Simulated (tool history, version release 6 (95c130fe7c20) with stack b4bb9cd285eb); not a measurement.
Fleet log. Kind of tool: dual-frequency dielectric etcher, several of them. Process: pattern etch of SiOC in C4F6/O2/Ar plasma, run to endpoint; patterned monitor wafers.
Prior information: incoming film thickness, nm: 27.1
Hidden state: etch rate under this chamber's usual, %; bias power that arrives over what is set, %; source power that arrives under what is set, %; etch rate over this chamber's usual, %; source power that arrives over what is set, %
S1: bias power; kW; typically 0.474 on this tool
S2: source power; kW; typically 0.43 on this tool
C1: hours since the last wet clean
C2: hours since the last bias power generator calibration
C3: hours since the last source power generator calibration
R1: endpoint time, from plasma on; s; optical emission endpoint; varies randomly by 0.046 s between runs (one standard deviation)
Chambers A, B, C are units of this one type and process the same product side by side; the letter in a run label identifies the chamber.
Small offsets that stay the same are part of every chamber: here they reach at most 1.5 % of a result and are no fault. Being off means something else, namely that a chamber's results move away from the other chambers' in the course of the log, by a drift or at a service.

Run 1B, hour 2.8: usual settings; C1 59.8; C2 747.7; C3 2577. Result: R1 9.1235 s.
Run 2A, hour 6.1: usual settings; C1 372.4; C2 1230.1; C3 4276.2. Result: R1 9.246 s.
Run 3C, hour 9.3: usual settings; C1 273.1; C2 3129.7; C3 2854.2. Result: R1 9.1015 s.
Run 4A, hour 12.7: usual settings; C1 379; C2 1236.7; C3 4282.8. Result: R1 9.2615 s.
Run 5C, hour 15.1: usual settings; C1 278.9; C2 3135.5; C3 2860. Result: R1 8.9894 s.
Run 6B, hour 17.9: usual settings; C1 74.9; C2 762.8; C3 2592.1. Result: R1 9.0654 s.
Run 7B, hour 21.9: usual settings; C1 78.9; C2 766.8; C3 2596.1. Result: R1 9.0332 s.
Run 8C, hour 25.5: usual settings; C1 289.3; C2 3145.9; C3 2870.4. Result: R1 9.0986 s.
Run 9A, hour 30: usual settings; C1 396.3; C2 1254; C3 4300.1. Result: R1 9.248 s.
Run 10A, hour 34.6: usual settings but S1 0.377 kW, S2 0.52 kW; C1 400.9; C2 1258.6; C3 4304.7. Result: R1 9.3059 s.
Run 11B, hour 39.7: usual settings but S1 0.377 kW, S2 0.52 kW; C1 96.7; C2 784.6; C3 2613.9. Result: R1 9.1763 s.
At hour 40.3: chamber A: wet clean of the chamber.
Run 12C, hour 43.7: usual settings but S1 0.377 kW, S2 0.52 kW; C1 307.5; C2 3164.1; C3 2888.6. Result: R1 9.0831 s.
Run 13A, hour 46.8: usual settings; C1 6.6; C2 1270.8; C3 4316.9. Result: R1 9.3881 s.
Run 14B, hour 50.4: usual settings; C1 107.4; C2 795.3; C3 2624.6. Result: R1 9.0621 s.
Run 15C, hour 55: usual settings; C1 318.8; C2 3175.4; C3 2899.9. Result: R1 8.9648 s.
Run 16A, hour 57.2: usual settings; C1 17; C2 1281.2; C3 4327.3. Result: R1 9.4691 s.
Run 17C, hour 61.6: usual settings; C1 325.4; C2 3182; C3 2906.5. Result: R1 9.0904 s.
Run 18B, hour 64.9: usual settings; C1 121.9; C2 809.8; C3 2639.1. Result: R1 9.1129 s.
Run 19B, hour 67.2: usual settings; C1 124.2; C2 812.1; C3 2641.4. Result: R1 9.0663 s.
Run 20A, hour 69.8: usual settings; C1 29.6; C2 1293.8; C3 4339.9. Result: R1 9.5364 s.
Run 21C, hour 73.2: usual settings; C1 337; C2 3193.6; C3 2918.1. Result: R1 9.0273 s.
Run 22A, hour 76.8: usual settings but S2 0.36 kW; C1 36.6; C2 1300.8; C3 4346.9. Result: R1 10.063 s.
Run 23C, hour 81.1: usual settings but S2 0.36 kW; C1 344.9; C2 3201.5; C3 2926. Result: R1 9.6605 s.

Read the log: is a single chamber off, either drifting away or since a service, is the gauge that measures every chamber drifting, or is nothing wrong beyond small per-chamber offsets? Name any odd chamber and what most likely caused it.

After it was serviced, chamber A no longer matches the other chambers.
Likeliest cause: etch rate under this chamber's usual, % = 2.73.

Below are 4 candidate recipes for chamber A's next run, each the usual settings with a change, their results shown as question marks. Which of them brings A's results back in line with what the other chambers give on the usual settings?
In line here means within this much of the mean the other chambers give on the usual settings: R1 0.16 s
Run 24A-1, hour 84.7: usual settings but S1 0.502 kW, S2 0.46 kW. Result: R1 ?.
Run 24A-2, hour 84.7: usual settings but S1 0.492 kW. Result: R1 ?.
Run 24A-3, hour 84.7: usual settings but S1 0.466 kW, S2 0.42 kW. Result: R1 ?.
Run 24A-4, hour 84.7: usual settings but S1 0.446 kW, S2 0.4 kW. Result: R1 ?.

Mean of the other chambers on the usual settings: R1 9.0527 s
  run      R1
24A-1  9.0393
24A-2  9.3396
24A-3  9.6111
24A-4  9.9465
24A-1 is the one that brings the chamber's results back in line with the other chambers.
